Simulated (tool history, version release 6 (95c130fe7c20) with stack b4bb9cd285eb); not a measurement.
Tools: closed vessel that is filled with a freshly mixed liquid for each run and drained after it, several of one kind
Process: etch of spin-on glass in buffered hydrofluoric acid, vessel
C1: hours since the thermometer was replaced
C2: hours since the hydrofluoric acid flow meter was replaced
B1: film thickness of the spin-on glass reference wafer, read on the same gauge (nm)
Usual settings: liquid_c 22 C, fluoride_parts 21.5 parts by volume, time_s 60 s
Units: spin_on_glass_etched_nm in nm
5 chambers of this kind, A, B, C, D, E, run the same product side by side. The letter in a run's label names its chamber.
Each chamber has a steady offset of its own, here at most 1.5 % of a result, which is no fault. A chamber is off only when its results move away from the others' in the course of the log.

Run 1B, day 0.488: usual settings; C1 522.2; C2 1430.5; B1 80.019. Result: spin_on_glass_etched_nm 127.460 nm.
Run 2D, day 0.762: usual settings; C1 833.9; C2 1097.5; B1 80.031. Result: spin_on_glass_etched_nm 124.900 nm.
Run 3A, day 1.025: usual settings; C1 368.9; C2 1859.4; B1 80.000. Result: spin_on_glass_etched_nm 124.020 nm.
Run 4E, day 1.408: usual settings; C1 1602.1; C2 185.9; B1 79.995. Result: spin_on_glass_etched_nm 127.010 nm.
Run 5C, day 1.712: usual settings; C1 831.2; C2 1112.4; B1 80.004. Result: spin_on_glass_etched_nm 127.450 nm.
At day 1.942: chamber B: hydrofluoric acid flow meter replaced.
Run 6B, day 2.221: usual settings; C1 563.8; C2 6.8; B1 80.008. Result: spin_on_glass_etched_nm 126.160 nm.
Run 7C, day 2.533: usual settings; C1 850.9; C2 1132.1; B1 79.970. Result: spin_on_glass_etched_nm 126.000 nm.
Run 8E, day 2.925: usual settings; C1 1638.5; C2 222.3; B1 79.999. Result: spin_on_glass_etched_nm 126.780 nm.
Run 9A, day 3.175: usual settings; C1 420.5; C2 1911.0; B1 80.018. Result: spin_on_glass_etched_nm 124.440 nm.
Run 10D, day 3.433: usual settings but fluoride_parts 27.0 parts by volume, time_s 80 s; C1 898.0; C2 1161.6; B1 79.967. Result: spin_on_glass_etched_nm 144.100 nm.
Run 11C, day 3.667: usual settings but fluoride_parts 27.0 parts by volume, time_s 80 s; C1 878.1; C2 1159.3; B1 80.000. Result: spin_on_glass_etched_nm 143.450 nm.
Run 12B, day 4.121: usual settings but fluoride_parts 27.0 parts by volume, time_s 80 s; C1 609.4; C2 52.4; B1 79.996. Result: spin_on_glass_etched_nm 142.600 nm.
Run 13A, day 4.375: usual settings but fluoride_parts 27.0 parts by volume, time_s 80 s; C1 449.3; C2 1939.8; B1 80.005. Result: spin_on_glass_etched_nm 141.060 nm.
Run 14D, day 4.792: usual settings but fluoride_parts 27.0 parts by volume, time_s 80 s; C1 930.6; C2 1194.2; B1 79.974. Result: spin_on_glass_etched_nm 142.440 nm.
Run 15E, day 5.167: usual settings; C1 1692.3; C2 276.1; B1 80.032. Result: spin_on_glass_etched_nm 126.400 nm.
Run 16A, day 5.667: usual settings; C1 480.3; C2 1970.8; B1 79.991. Result: spin_on_glass_etched_nm 125.190 nm.
Run 17C, day 6.083: usual settings but time_s 45 s; C1 936.1; C2 1217.3; B1 80.013. Result: spin_on_glass_etched_nm 96.434 nm.
Run 18E, day 6.367: usual settings but time_s 45 s; C1 1721.1; C2 304.9; B1 80.000. Result: spin_on_glass_etched_nm 95.773 nm.
Run 19D, day 6.767: usual settings but time_s 45 s; C1 978.0; C2 1241.6; B1 80.019. Result: spin_on_glass_etched_nm 93.754 nm.
Run 20B, day 7.138: usual settings but time_s 45 s; C1 681.8; C2 124.8; B1 80.043. Result: spin_on_glass_etched_nm 95.964 nm.
Run 21D, day 7.529: usual settings but time_s 45 s; C1 996.3; C2 1259.9; B1 80.012. Result: spin_on_glass_etched_nm 95.267 nm.
Run 22A, day 7.904: usual settings; C1 534.0; C2 2024.5; B1 79.999. Result: spin_on_glass_etched_nm 125.440 nm.
Run 23C, day 8.388: usual settings; C1 991.4; C2 1272.6; B1 80.003. Result: spin_on_glass_etched_nm 125.610 nm.
Run 24E, day 8.683: usual settings but time_s 80 s; C1 1776.7; C2 360.5; B1 79.989. Result: spin_on_glass_etched_nm 171.010 nm.
Run 25B, day 9.125: usual settings but time_s 80 s; C1 729.5; C2 172.5; B1 80.012. Result: spin_on_glass_etched_nm 171.660 nm.
Run 26A, day 9.488: usual settings but time_s 80 s; C1 572.0; C2 2062.5; B1 79.995. Result: spin_on_glass_etched_nm 166.470 nm.
At day 9.675: chamber A: hydrofluoric acid flow meter replaced.
Run 27E, day 9.750: usual settings but time_s 80 s; C1 1802.3; C2 386.1; B1 79.997. Result: spin_on_glass_etched_nm 170.160 nm.
Run 28B, day 10.104: usual settings but time_s 80 s; C1 753.0; C2 196.0; B1 80.002. Result: spin_on_glass_etched_nm 170.250 nm.
Run 29D, day 10.538: usual settings; C1 1068.5; C2 1332.1; B1 80.012. Result: spin_on_glass_etched_nm 128.910 nm.
Run 30C, day 10.988: usual settings; C1 1053.8; C2 1335.0; B1 79.991. Result: spin_on_glass_etched_nm 125.900 nm.
Run 31B, day 11.492: usual settings but liquid_c 20 C, fluoride_parts 30.0 parts by volume; C1 786.3; C2 229.3; B1 79.980. Result: spin_on_glass_etched_nm 90.470 nm.
Run 32D, day 11.733: usual settings but liquid_c 20 C, fluoride_parts 30.0 parts by volume; C1 1097.2; C2 1360.8; B1 80.035. Result: spin_on_glass_etched_nm 94.178 nm.
Run 33E, day 12.067: usual settings but liquid_c 20 C, fluoride_parts 30.0 parts by volume; C1 1857.9; C2 441.7; B1 79.997. Result: spin_on_glass_etched_nm 88.898 nm.
Run 34C, day 12.567: usual settings but liquid_c 20 C, fluoride_parts 30.0 parts by volume; C1 1091.7; C2 1372.9; B1 79.970. Result: spin_on_glass_etched_nm 89.811 nm.
Run 35A, day 12.788: usual settings but liquid_c 20 C, fluoride_parts 30.0 parts by volume; C1 651.2; C2 74.7; B1 80.010. Result: spin_on_glass_etched_nm 89.479 nm.
Run 36A, day 13.142: usual settings; C1 659.7; C2 83.2; B1 79.968. Result: spin_on_glass_etched_nm 125.670 nm.
Run 37C, day 13.404: usual settings; C1 1111.8; C2 1393.0; B1 80.018. Result: spin_on_glass_etched_nm 125.790 nm.
Run 38B, day 13.750: usual settings but liquid_c 27 C; C1 840.5; C2 283.5; B1 80.014. Result: spin_on_glass_etched_nm 167.830 nm.
Run 39E, day 14.100: usual settings but liquid_c 27 C; C1 1906.7; C2 490.5; B1 79.975. Result: spin_on_glass_etched_nm 165.700 nm.

All 5 chambers run these settings next. Forecast each chamber's results:
Run 40A, day 14.462: usual settings. Result: spin_on_glass_etched_nm ?.
Run 40B, day 14.462: usual settings. Result: spin_on_glass_etched_nm ?.
Run 40C, day 14.462: usual settings. Result: spin_on_glass_etched_nm ?.
Run 40D, day 14.462: usual settings. Result: spin_on_glass_etched_nm ?.
Run 40E, day 14.462: usual settings. Result: spin_on_glass_etched_nm ?.

run  spin_on_glass_etched_nm
40A                  126.860
40B                  127.530
40C                  127.090
40D                  133.530
40E                  126.300
